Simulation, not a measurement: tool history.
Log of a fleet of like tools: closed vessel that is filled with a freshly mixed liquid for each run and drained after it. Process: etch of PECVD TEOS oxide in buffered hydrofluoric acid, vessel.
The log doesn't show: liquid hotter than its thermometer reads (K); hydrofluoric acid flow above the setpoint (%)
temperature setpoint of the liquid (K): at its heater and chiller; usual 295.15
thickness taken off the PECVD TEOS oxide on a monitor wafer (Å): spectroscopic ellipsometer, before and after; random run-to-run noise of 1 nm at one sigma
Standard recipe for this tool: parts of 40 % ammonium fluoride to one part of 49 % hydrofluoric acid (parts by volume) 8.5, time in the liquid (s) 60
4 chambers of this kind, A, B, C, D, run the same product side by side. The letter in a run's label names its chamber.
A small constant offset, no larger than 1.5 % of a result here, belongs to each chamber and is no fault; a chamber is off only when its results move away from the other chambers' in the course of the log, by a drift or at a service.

| run | day | temperature setpoint of the liquid (K) | parts of 40 % ammonium fluoride to one part of 49 % hydrofluoric acid (parts by volume) | time in the liquid (s) | hours since the thermometer was replaced | hours since the hydrofluoric acid flow meter was replaced | read-back film thickness of the PECVD TEOS oxide reference wafer, read on the same gauge (nm) | thickness taken off the PECVD TEOS oxide on a monitor wafer (Å) |
|---|---|---|---|---|---|---|---|---|
| 1C | 0.229 | 295.15 | 8.5 | 60 | 1495.1 | 326.6 | 150.03 | 1419.0 |
| 2B | 0.500 | 295.15 | 8.5 | 60 | 466.0 | 122.3 | 149.98 | 1442.1 |
| 3D | 0.808 | 295.15 | 8.5 | 60 | 1099.4 | 1344.7 | 150.04 | 1425.8 |
| 4A | 1.321 | 295.15 | 8.5 | 60 | 414.0 | 1451.8 | 150.00 | 1414.1 |
| 5A | 1.642 | 295.15 | 8.5 | 60 | 421.7 | 1459.5 | 150.01 | 1406.9 |
| 6B | 1.883 | 295.15 | 8.5 | 60 | 499.2 | 155.5 | 150.02 | 1410.7 |
| 7D | 2.125 | 295.15 | 10.5 | 85 | 1131.0 | 1376.3 | 150.04 | 1674.6 |
| 8C | 2.458 | 295.15 | 10.5 | 85 | 1548.6 | 380.1 | 150.07 | 1673.7 |
| 9A | 2.804 | 295.15 | 10.5 | 85 | 449.6 | 1487.4 | 149.99 | 1665.0 |
| 10C | 3.275 | 295.15 | 10.5 | 85 | 1568.2 | 399.7 | 149.97 | 1676.6 |
| 11B | 3.754 | 295.15 | 8.5 | 60 | 544.1 | 200.4 | 149.97 | 1452.4 |
| 12D | 4.112 | 295.15 | 8.5 | 60 | 1178.7 | 1424.0 | 149.98 | 1443.9 |
| 13D | 4.512 | 295.15 | 8.5 | 60 | 1188.3 | 1433.6 | 150.01 | 1440.7 |
| 14C | 4.929 | 295.15 | 8.5 | 60 | 1607.9 | 439.4 | 150.02 | 1415.2 |
| 15A | 5.400 | 295.15 | 8.5 | 60 | 511.9 | 1549.7 | 149.99 | 1392.6 |
|  | 5.629 | chamber C: thermometer replaced |
| 16B | 5.738 | 295.15 | 8.5 | 60 | 591.7 | 248.0 | 150.00 | 1429.3 |
|  | 6.092 | chamber A: hydrofluoric acid flow meter replaced |
| 17B | 6.112 | 295.15 | 8.5 | 60 | 600.7 | 257.0 | 150.01 | 1425.3 |
| 18D | 6.408 | 293.15 | 8.5 | 75 | 1233.8 | 1479.1 | 150.01 | 1636.1 |
| 19C | 6.738 | 293.15 | 8.5 | 75 | 26.7 | 482.8 | 150.00 | 1588.7 |
| 20A | 7.146 | 293.15 | 8.5 | 75 | 553.8 | 25.3 | 150.01 | 1570.1 |
| 21B | 7.371 | 293.15 | 8.5 | 75 | 630.9 | 287.2 | 150.00 | 1618.7 |
| 22D | 7.867 | 295.15 | 8.5 | 60 | 1268.8 | 1514.1 | 150.01 | 1457.6 |
| 23C | 8.217 | 295.15 | 8.5 | 60 | 62.2 | 518.3 | 150.01 | 1439.0 |
| 24A | 8.675 | 295.15 | 8.5 | 60 | 590.5 | 62.0 | 150.01 | 1408.7 |
| 25A | 9.071 | 295.15 | 8.5 | 60 | 600.0 | 71.5 | 149.99 | 1394.0 |
| 26C | 9.500 | 295.15 | 8.5 | 60 | 93.0 | 549.1 | 150.03 | 1407.4 |
|  | 9.671 | chamber B: thermometer replaced |
| 27D | 9.904 | 295.15 | 8.5 | 60 | 1317.7 | 1563.0 | 150.03 | 1483.3 |
| 28B | 10.208 | 295.15 | 8.5 | 60 | 12.9 | 355.3 | 149.98 | 1424.3 |
| 29C | 10.617 | 295.15 | 8.5 | 60 | 119.8 | 575.9 | 150.03 | 1412.7 |
| 30A | 10.867 | 295.15 | 8.5 | 60 | 643.1 | 114.6 | 150.00 | 1397.1 |
| 31D | 11.383 | 295.15 | 8.5 | 60 | 1353.2 | 1598.5 | 150.01 | 1498.0 |
| 32B | 11.621 | 295.15 | 8.5 | 60 | 46.8 | 389.2 | 149.99 | 1428.6 |
| 33B | 12.021 | 295.15 | 8.5 | 60 | 56.4 | 398.8 | 150.02 | 1436.9 |
| 34D | 12.242 | 295.15 | 8.5 | 60 | 1373.8 | 1619.1 | 150.01 | 1494.5 |
| 35C | 12.525 | 295.15 | 8.5 | 60 | 165.6 | 621.7 | 150.00 | 1418.9 |
| 36A | 12.979 | 295.15 | 8.5 | 60 | 693.8 | 165.3 | 150.01 | 1381.8 |
| 37B | 13.379 | 299.15 | 6.0 | 60 | 89.0 | 431.4 | 150.00 | 2521.7 |
| 38A | 13.662 | 299.15 | 6.0 | 60 | 710.2 | 181.7 | 150.00 | 2460.9 |

Is one chamber out of step, is the gauge drifting, or do the chambers differ by no more than their own small offsets? For an off chamber, give its letter and the likeliest cause.

Little by little, chamber D moves away from the other chambers.
Most likely cause: liquid hotter than its thermometer reads (K) = 1.21.
With only this log, it may be confused with: hydrofluoric acid flow above the setpoint (%).

Here are 4 candidates for chamber D's next run, each the usual settings with a change, their results left as question marks. Which one brings its results back in line with what the others give on the usual settings?
Maximum distance from the other chambers' mean on the usual settings for a result to count as in line: thickness taken off the PECVD TEOS oxide on a monitor wafer (Å) 36.0
| 39D-1 | 14.033 | 294.65 | 8.5 | 60 |  |  |  | ? |
| 39D-2 | 14.033 | 295.15 | 9.0 | 60 |  |  |  | ? |
| 39D-3 | 14.033 | 295.65 | 8.5 | 60 |  |  |  | ? |
| 39D-4 | 14.033 | 295.15 | 8.0 | 60 |  |  |  | ? |

The mean the other chambers reach with the usual settings: thickness taken off the PECVD TEOS oxide on a monitor wafer (Å) 1418.1
| run | thickness taken off the PECVD TEOS oxide on a monitor wafer (Å) |
|---|---|
| 39D-1 | 1471.4 |
| 39D-2 | 1422.1 |
| 39D-3 | 1556.0 |
| 39D-4 | 1616.2 |
The answer is 39D-2, which returns the chamber to within the allowed miss of the others.
